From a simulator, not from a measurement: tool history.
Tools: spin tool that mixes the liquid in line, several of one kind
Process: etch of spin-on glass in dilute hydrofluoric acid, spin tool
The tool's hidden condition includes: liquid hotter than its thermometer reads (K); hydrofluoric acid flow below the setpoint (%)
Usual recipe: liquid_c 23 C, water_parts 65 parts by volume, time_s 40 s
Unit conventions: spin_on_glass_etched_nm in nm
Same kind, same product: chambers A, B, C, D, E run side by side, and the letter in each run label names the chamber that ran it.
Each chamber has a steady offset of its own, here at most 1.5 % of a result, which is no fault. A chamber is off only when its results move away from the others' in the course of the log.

run,hour,liquid_c,water_parts,time_s,hours since the thermometer was replaced,hours since the hydrofluoric acid flow meter was replaced,"read-back film thickness of the spin-on glass reference wafer, read on the same gauge (nm)",spin_on_glass_etched_nm
1A,5.5,23,65,40,152.3,27.6,100.01,20.973
2B,11.7,23,65,40,212.6,1544.5,100.02,20.806
3E,17.9,23,65,40,624.8,240.3,100,20.435
4D,22.4,23,65,40,128.2,544.5,99.997,20.589
5C,27.2,19,55,40,96.9,1280.2,100.01,20.986
6C,33.1,19,55,40,102.8,1286.1,99.981,20.862
7E,37.6,19,55,40,644.5,260,100.01,20.893
8A,41.7,19,55,40,188.5,63.8,99.997,21.176
9D,47.3,19,55,40,153.1,569.4,99.998,21.156
10B,53.8,23,65,40,254.7,1586.6,100.01,20.816
11E,59.7,23,65,40,666.6,282.1,100,20.775
12B,66.2,23,85,40,267.1,1599,100,15.504
13C,71.1,23,85,40,140.8,1324.1,99.986,15.334
14A,75.1,23,85,40,221.9,97.2,99.986,15.545
15D,79.6,23,85,40,185.4,601.7,99.993,15.678
16B,83.1,23,85,40,284,1615.9,99.987,15.722
# hour 87.6: chamber B: hydrofluoric acid flow meter replaced
17A,88.5,23,65,40,235.3,110.6,99.992,20.775
18E,93.4,23,65,40,700.3,315.8,100.01,20.461
19D,98,23,65,40,203.8,620.1,99.986,21
20C,104.9,24.5,65,40,174.6,1357.9,100.01,21.788
21D,109.2,24.5,65,40,215,631.3,100,22.1
22E,112.7,24.5,65,40,719.6,335.1,100.01,21.955
23B,118.8,24.5,65,40,319.7,31.3,100.01,21.925
24C,124.5,24.5,65,40,194.2,1377.5,100.01,22.002
25A,130,23,65,40,276.8,152.1,100.01,20.669
26E,133.3,23,65,40,740.2,355.7,99.995,20.914
27D,139.5,23,65,40,245.3,661.6,100.01,21.016
28C,144,23,65,40,213.7,1397,100.01,20.644
29B,150.4,23,65,40,351.3,62.9,100,20.71
30A,155,23,65,40,301.8,177.1,99.995,21.029
31A,158.2,25.5,65,40,305,180.3,99.998,23.456
32E,163,25.5,65,40,769.9,385.4,99.987,22.72
33D,168.3,25.5,65,40,274.1,690.4,99.983,23.429
34B,171.7,25.5,65,40,372.6,84.2,99.992,23.293
35C,176.7,25.5,65,40,246.4,1429.7,100.01,22.707

For the next run the whole fleet of 5 chambers uses the same settings. Give each chamber's results:
36A,181.7,23,65,40,,,,?
36B,181.7,23,65,40,,,,?
36C,181.7,23,65,40,,,,?
36D,181.7,23,65,40,,,,?
36E,181.7,23,65,40,,,,?

run,spin_on_glass_etched_nm
36A,20.813
36B,20.899
36C,20.73
36D,20.793
36E,20.829
